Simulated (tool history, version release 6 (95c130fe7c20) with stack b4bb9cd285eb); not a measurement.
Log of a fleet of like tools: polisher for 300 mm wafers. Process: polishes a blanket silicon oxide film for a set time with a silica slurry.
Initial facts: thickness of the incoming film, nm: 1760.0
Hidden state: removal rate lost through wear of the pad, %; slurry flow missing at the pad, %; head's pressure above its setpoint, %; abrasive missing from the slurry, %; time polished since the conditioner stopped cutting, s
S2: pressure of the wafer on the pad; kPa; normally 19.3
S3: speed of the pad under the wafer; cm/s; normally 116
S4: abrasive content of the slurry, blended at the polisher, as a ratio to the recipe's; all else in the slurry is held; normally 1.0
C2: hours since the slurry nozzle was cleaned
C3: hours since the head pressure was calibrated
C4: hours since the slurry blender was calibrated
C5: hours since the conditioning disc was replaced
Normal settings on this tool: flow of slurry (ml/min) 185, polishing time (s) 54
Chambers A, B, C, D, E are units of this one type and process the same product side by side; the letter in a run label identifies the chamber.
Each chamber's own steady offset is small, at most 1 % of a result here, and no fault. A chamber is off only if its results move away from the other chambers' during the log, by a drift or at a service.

At hour 10.8: chamber C: worn pad replaced by a new one.
Run 1C, hour 13.2: usual settings; wafers polished on this pad 30; C2 695.8; C3 737.2; C4 226.4; C5 236.5. Result: film removed (angstrom) 1230.60.
At hour 16.9: chamber A: slurry blender recalibrated.
Run 2E, hour 22.6: usual settings; wafers polished on this pad 786; C2 282.7; C3 61.7; C4 99.6; C5 29.0. Result: film removed (angstrom) 1216.10.
At hour 23.9: chamber E: worn pad replaced by a new one.
At hour 29.4: chamber C: slurry blender recalibrated.
At hour 29.6: chamber A: worn pad replaced by a new one.
Run 3D, hour 30.6: usual settings; wafers polished on this pad 659; C2 125.5; C3 52.9; C4 241.5; C5 267.1. Result: film removed (angstrom) 1228.20.
At hour 36.8: chamber D: conditioning disc replaced and pad reconditioned.
Run 4B, hour 43.8: usual settings; wafers polished on this pad 1076; C2 64.6; C3 486.0; C4 164.4; C5 138.8. Result: film removed (angstrom) 1260.70.
At hour 55.0: chamber C: conditioning disc replaced and pad reconditioned.
Run 5A, hour 56.1: usual settings; wafers polished on this pad 330; C2 585.1; C3 605.3; C4 39.3; C5 409.1. Result: film removed (angstrom) 1232.90.
Run 6A, hour 66.9: usual settings; wafers polished on this pad 464; C2 595.9; C3 616.1; C4 50.1; C5 419.9. Result: film removed (angstrom) 1242.70.
At hour 72.5: chamber B: worn pad replaced by a new one.
Run 7B, hour 78.9: usual settings; wafers polished on this pad 80; C2 99.7; C3 521.1; C4 199.5; C5 173.9. Result: film removed (angstrom) 1269.30.
At hour 80.5: chamber C: slurry nozzle cleaned.
At hour 85.9: chamber E: worn pad replaced by a new one.
Run 8E, hour 87.7: usual settings; wafers polished on this pad 22; C2 347.8; C3 126.8; C4 164.7; C5 94.1. Result: film removed (angstrom) 1252.10.
Run 9C, hour 94.5: usual settings; wafers polished on this pad 1041; C2 14.1; C3 818.5; C4 65.1; C5 39.6. Result: film removed (angstrom) 1234.80.
At hour 97.7: chamber A: worn pad replaced by a new one.
At hour 98.0: chamber D: slurry blender recalibrated.
Run 10D, hour 105.1: usual settings; wafers polished on this pad 1585; C2 200.0; C3 127.4; C4 7.1; C5 68.3. Result: film removed (angstrom) 1242.70.
At hour 107.4: chamber D: worn pad replaced by a new one.
At hour 109.9: chamber A: conditioning disc replaced and pad reconditioned.
At hour 114.6: chamber E: slurry nozzle cleaned.
Run 11D, hour 115.6: usual settings; wafers polished on this pad 102; C2 210.5; C3 137.9; C4 17.6; C5 78.8. Result: film removed (angstrom) 1249.00.
At hour 118.4: chamber C: worn pad replaced by a new one.
Run 12E, hour 121.8: usual settings but flow of slurry (ml/min) 245, polishing time (s) 69; wafers polished on this pad 446; C2 7.2; C3 160.9; C4 198.8; C5 128.2. Result: film removed (angstrom) 1627.00.
Run 13C, hour 128.2: usual settings but flow of slurry (ml/min) 245, polishing time (s) 69; wafers polished on this pad 122; C2 47.8; C3 852.2; C4 98.8; C5 73.3. Result: film removed (angstrom) 1672.10.
Run 14A, hour 139.3: usual settings but flow of slurry (ml/min) 245, polishing time (s) 69; wafers polished on this pad 517; C2 668.3; C3 688.5; C4 122.5; C5 29.4. Result: film removed (angstrom) 1661.90.
At hour 151.5: chamber A: slurry nozzle cleaned.
Run 15B, hour 151.8: usual settings but flow of slurry (ml/min) 245, polishing time (s) 69; wafers polished on this pad 987; C2 172.6; C3 594.0; C4 272.4; C5 246.8. Result: film removed (angstrom) 1642.50.
At hour 154.7: chamber E: worn pad replaced by a new one.
Run 16B, hour 161.3: usual settings but flow of slurry (ml/min) 245, polishing time (s) 69; wafers polished on this pad 1105; C2 182.1; C3 603.5; C4 281.9; C5 256.3. Result: film removed (angstrom) 1672.50.
At hour 166.1: chamber A: worn pad replaced by a new one.
At hour 166.7: chamber A: slurry blender recalibrated.
Run 17C, hour 169.3: usual settings; wafers polished on this pad 633; C2 88.9; C3 893.3; C4 139.9; C5 114.4. Result: film removed (angstrom) 1291.70.
At hour 174.0: chamber E: slurry blender recalibrated.
At hour 177.2: chamber B: slurry blender recalibrated.
Run 18E, hour 182.8: usual settings; wafers polished on this pad 349; C2 68.2; C3 221.9; C4 8.9; C5 189.2. Result: film removed (angstrom) 1262.50.
Run 19A, hour 192.7: usual settings; wafers polished on this pad 331; C2 41.2; C3 741.9; C4 26.1; C5 82.8. Result: film removed (angstrom) 1250.70.
At hour 193.5: chamber B: worn pad replaced by a new one.
Run 20D, hour 205.3: usual settings; wafers polished on this pad 1218; C2 300.2; C3 227.6; C4 107.3; C5 168.5. Result: film removed (angstrom) 1277.10.
Run 21A, hour 213.5: usual settings; wafers polished on this pad 590; C2 62.0; C3 762.7; C4 46.9; C5 103.6. Result: film removed (angstrom) 1258.00.
At hour 220.3: chamber E: worn pad replaced by a new one.
Run 22E, hour 220.8: usual settings; wafers polished on this pad 6; C2 106.2; C3 259.9; C4 46.9; C5 227.2. Result: film removed (angstrom) 1245.90.
At hour 222.9: chamber C: worn pad replaced by a new one.
Run 23B, hour 233.3: usual settings; wafers polished on this pad 495; C2 254.1; C3 675.5; C4 56.2; C5 328.3. Result: film removed (angstrom) 1285.70.
At hour 235.0: chamber A: worn pad replaced by a new one.
At hour 238.4: chamber D: worn pad replaced by a new one.
Run 24C, hour 244.1: usual settings; wafers polished on this pad 264; C2 163.7; C3 968.1; C4 214.7; C5 189.2. Result: film removed (angstrom) 1242.40.
Run 25D, hour 255.1: usual settings; wafers polished on this pad 207; C2 350.0; C3 277.4; C4 157.1; C5 218.3. Result: film removed (angstrom) 1235.20.
Run 26C, hour 266.3: usual settings; wafers polished on this pad 540; C2 185.9; C3 990.3; C4 236.9; C5 211.4. Result: film removed (angstrom) 1271.70.
At hour 275.2: chamber B: slurry nozzle cleaned.
Run 27E, hour 279.0: usual settings; wafers polished on this pad 730; C2 164.4; C3 318.1; C4 105.1; C5 285.4. Result: film removed (angstrom) 1255.70.
Run 28B, hour 291.1: usual settings but S2 13.8 kPa, S4 1.1; wafers polished on this pad 1214; C2 15.9; C3 733.3; C4 114.0; C5 386.1. Result: film removed (angstrom) 945.85.
At hour 292.3: chamber B: worn pad replaced by a new one.
At hour 293.3: chamber A: slurry blender recalibrated.
Run 29A, hour 299.1: usual settings but S2 13.8 kPa, S4 1.1; wafers polished on this pad 798; C2 147.6; C3 848.3; C4 5.8; C5 189.2. Result: film removed (angstrom) 927.11.
Run 30D, hour 310.3: usual settings but S2 13.8 kPa, S4 1.1; wafers polished on this pad 894; C2 405.2; C3 332.6; C4 212.3; C5 273.5. Result: film removed (angstrom) 927.38.
Run 31B, hour 318.1: usual settings but S2 13.8 kPa, S4 1.1; wafers polished on this pad 321; C2 42.9; C3 760.3; C4 141.0; C5 413.1. Result: film removed (angstrom) 954.49.

The same settings go to every chamber for the next run, one line per chamber below. Forecast the results for each:
Run 32A, hour 327.9: usual settings but S2 25.5 kPa. Result: film removed (angstrom) ?.
Run 32B, hour 327.9: usual settings but S2 25.5 kPa. Result: film removed (angstrom) ?.
Run 32C, hour 327.9: usual settings but S2 25.5 kPa. Result: film removed (angstrom) ?.
Run 32D, hour 327.9: usual settings but S2 25.5 kPa. Result: film removed (angstrom) ?.
Run 32E, hour 327.9: usual settings but S2 25.5 kPa. Result: film removed (angstrom) ?.

run  film removed (angstrom)
32A                  1651.50
32B                  1680.60
32C                  1673.20
32D                  1658.60
32E                  1660.10

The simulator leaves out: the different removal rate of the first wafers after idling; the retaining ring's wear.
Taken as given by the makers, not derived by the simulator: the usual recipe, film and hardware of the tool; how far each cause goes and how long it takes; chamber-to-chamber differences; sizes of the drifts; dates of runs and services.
